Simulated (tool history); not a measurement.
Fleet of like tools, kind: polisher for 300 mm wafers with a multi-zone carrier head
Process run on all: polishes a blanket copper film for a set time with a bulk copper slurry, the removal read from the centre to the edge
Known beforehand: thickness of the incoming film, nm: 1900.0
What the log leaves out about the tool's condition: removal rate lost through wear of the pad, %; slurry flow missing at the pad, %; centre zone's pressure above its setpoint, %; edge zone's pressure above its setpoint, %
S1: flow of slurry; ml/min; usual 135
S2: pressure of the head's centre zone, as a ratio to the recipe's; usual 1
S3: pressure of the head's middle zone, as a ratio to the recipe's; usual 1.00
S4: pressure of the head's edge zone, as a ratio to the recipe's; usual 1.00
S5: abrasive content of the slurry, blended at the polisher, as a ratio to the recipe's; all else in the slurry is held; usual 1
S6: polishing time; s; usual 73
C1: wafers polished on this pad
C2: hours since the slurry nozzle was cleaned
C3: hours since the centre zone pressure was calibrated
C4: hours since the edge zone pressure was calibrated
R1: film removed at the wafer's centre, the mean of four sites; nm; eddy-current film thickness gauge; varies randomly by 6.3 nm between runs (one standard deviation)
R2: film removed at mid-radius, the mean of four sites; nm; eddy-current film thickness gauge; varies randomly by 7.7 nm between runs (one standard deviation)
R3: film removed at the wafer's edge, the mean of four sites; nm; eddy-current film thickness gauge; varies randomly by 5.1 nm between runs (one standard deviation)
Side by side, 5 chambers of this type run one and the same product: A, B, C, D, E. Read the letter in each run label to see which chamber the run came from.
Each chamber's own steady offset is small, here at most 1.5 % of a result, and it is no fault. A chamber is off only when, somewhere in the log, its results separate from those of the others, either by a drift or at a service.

run   hour   S1  S2    S3    S4  S5  S6    C1     C2      C3      C4      R1      R2      R3
       9.1  -- chamber B: worn pad replaced by a new one
 1C   10.3  135   1  1.00  1.00   1  73   578  236.5  1014.1  1338.0  568.62  569.63  552.63
 2E   21.5  135   1  1.00  1.00   1  73   875  450.7    87.6   819.8  560.80  540.63  559.34
      33.0  -- chamber C: worn pad replaced by a new one
 3B   33.2  135   1  1.00  1.00   1  73   357   77.3   293.5   589.7  561.91  576.82  552.25
      41.0  -- chamber E: worn pad replaced by a new one
 4D   42.3  135   1  1.00  1.00   1  73   792  103.4   123.7   412.2  565.40  558.09  568.98
 5A   50.2  135   1  1.00  1.06   1  81  1186  200.9   544.1    83.9  620.28  631.79  657.70
      52.7  -- chamber A: worn pad replaced by a new one
 6E   58.1  135   1  1.00  1.06   1  81   254  487.3   124.2   856.4  619.76  608.21  637.50
      58.5  -- chamber D: worn pad replaced by a new one
 7D   68.4  135   1  1.00  1.06   1  81   147  129.5   149.8   438.3  636.71  619.70  644.07
 8B   75.4  135   1  1.00  1.06   1  81   983  119.5   335.7   631.9  615.79  637.81  638.59
 9A   88.5  135   1  1.00  1.06   1  81   532  239.2   582.4   122.2  620.99  623.06  635.55
      88.7  -- chamber C: centre zone pressure recalibrated
      91.2  -- chamber C: edge zone pressure recalibrated
      92.7  -- chamber E: edge zone pressure recalibrated
      96.5  -- chamber B: worn pad replaced by a new one
10C  101.9  135   1  1.00  1.00   1  73  1023  328.1    13.2    10.7  558.23  545.21  558.41
     107.0  -- chamber C: worn pad replaced by a new one
11E  115.4  135   1  1.05  1.00   1  59  1104  544.6   181.5    22.8  447.26  479.89  451.72
     117.9  -- chamber E: worn pad replaced by a new one
12B  123.0  135   1  1.05  1.00   1  59   393  167.1   383.3   679.5  451.29  460.08  449.96
     123.8  -- chamber D: worn pad replaced by a new one
     127.9  -- chamber A: worn pad replaced by a new one
     135.0  -- chamber E: slurry nozzle cleaned
13D  136.6  135   1  1.05  1.00   1  59   191  197.7   218.0   506.5  449.46  481.38  456.57
14A  144.5  135   1  1.05  1.00   1  59   247  295.2   638.4   178.2  470.65  481.95  455.76
     148.4  -- chamber C: slurry nozzle cleaned
15C  151.4  135   1  1.05  1.00   1  59   659    3.1    62.7    60.2  460.55  466.95  450.28
16D  164.9  135   1  1.00  1.00   1  73   611  226.0   246.3   534.8  564.00  543.55  570.81
     165.3  -- chamber B: worn pad replaced by a new one
     168.5  -- chamber C: worn pad replaced by a new one
17C  175.1  135   1  1.00  1.00   1  73    99   26.8    86.4    83.9  585.10  571.94  556.75
18E  182.3  135   1  1.00  1.00   1  73   955   47.3   248.4    89.7  546.61  539.08  557.74
     186.8  -- chamber D: worn pad replaced by a new one
     189.6  -- chamber E: worn pad replaced by a new one
19B  190.9  135   1  1.00  1.00   1  73   380  235.0   451.2   747.4  551.92  571.62  564.43
20A  200.5  135   1  1.00  1.00   1  86  1078  351.2   694.4   234.2  687.95  669.70  655.20
21A  212.9  135   1  1.00  1.00   1  86  1262  363.6   706.8   246.6  697.85  671.06  672.38
     218.6  -- chamber A: worn pad replaced by a new one
     225.1  -- chamber A: slurry nozzle cleaned
22D  226.2  135   1  1.00  1.00   1  86   585  287.3   307.6   596.1  663.47  658.51  658.37
23C  237.9  135   1  1.00  1.00   1  86  1030   89.6   149.2   146.7  688.40  658.24  649.23
     240.3  -- chamber B: worn pad replaced by a new one
     242.7  -- chamber C: worn pad replaced by a new one
24B  245.1  135   1  1.00  1.00   1  86    72  289.2   505.4   801.6  658.06  668.13  674.69
25E  255.3  135   1  1.00  1.00   1  73   975  120.3   321.4   162.7  556.51  565.40  562.89
     259.7  -- chamber D: worn pad replaced by a new one
26E  265.4  135   1  0.90  1.00   1  73  1125  130.4   331.5   172.8  549.64  509.62  564.61
     266.4  -- chamber E: worn pad replaced by a new one
27A  278.3  135   1  0.90  1.00   1  73   886   53.2   772.2   312.0  600.89  510.51  565.24
     280.2  -- chamber D: slurry nozzle cleaned
28D  284.4  135   1  0.90  1.00   1  73   367    4.3   365.8   654.3  568.58  513.82  568.09
29B  296.7  135   1  0.90  1.00   1  73   837  340.8   557.0   853.2  563.37  505.22  559.83
     304.9  -- chamber A: worn pad replaced by a new one
30C  308.4  135   1  0.90  1.00   1  73   974  160.1   219.7   217.2  575.53  512.24  559.28
     313.6  -- chamber C: worn pad replaced by a new one
31E  315.6  135   1  1.00  1.00   1  73   731  180.6   381.7   223.0  563.23  558.44  559.12
     319.9  -- chamber B: worn pad replaced by a new one
32A  323.9  135   1  1.00  1.00   1  73   282   98.8   817.8   357.6  611.23  558.66  559.49
33C  333.5  135   1  1.00  1.00   1  73   295  185.2   244.8   242.3  564.15  567.51  563.90
34B  340.8  135   1  1.00  1.00   1  73   311  384.9   601.1   897.3  556.72  554.93  554.98

One chamber off, gauge drift, or nothing amiss beyond the chambers' own small offsets? If it is a chamber, which one, and what is the likeliest cause?

One chamber, A, drifts off from the rest bit by bit.
Cause: centre zone's pressure above its setpoint, % = 10.2.

Here are 4 candidates for chamber A's next run, each the usual settings with a change, their results left as question marks. Which one brings its results back in line with what the others give on the usual settings?
Maximum distance from the other chambers' mean on the usual settings for a result to count as in line: R1 22.00 nm; R2 27.00 nm; R3 18.00 nm
35A-1  350.9  130  0.93  1.02  1.02   1  72                   ?   ?   ?
35A-2  350.9  140  1.07  0.98  0.98   1  74                   ?   ?   ?
35A-3  350.9  145  1.12  0.97  0.96   1  75                   ?   ?   ?
35A-4  350.9  125  0.88  1.03  1.04   1  71                   ?   ?   ?

What the other chambers average on the usual settings: R1 563.85 nm; R2 561.89 nm; R3 560.76 nm
  run      R1      R2      R3
35A-1  559.74  563.91  560.96
35A-2  680.97  567.43  571.13
35A-3  730.50  573.69  575.63
35A-4  514.66  556.24  555.43
Change 35A-1 lands the chamber within the allowed miss of the other chambers.
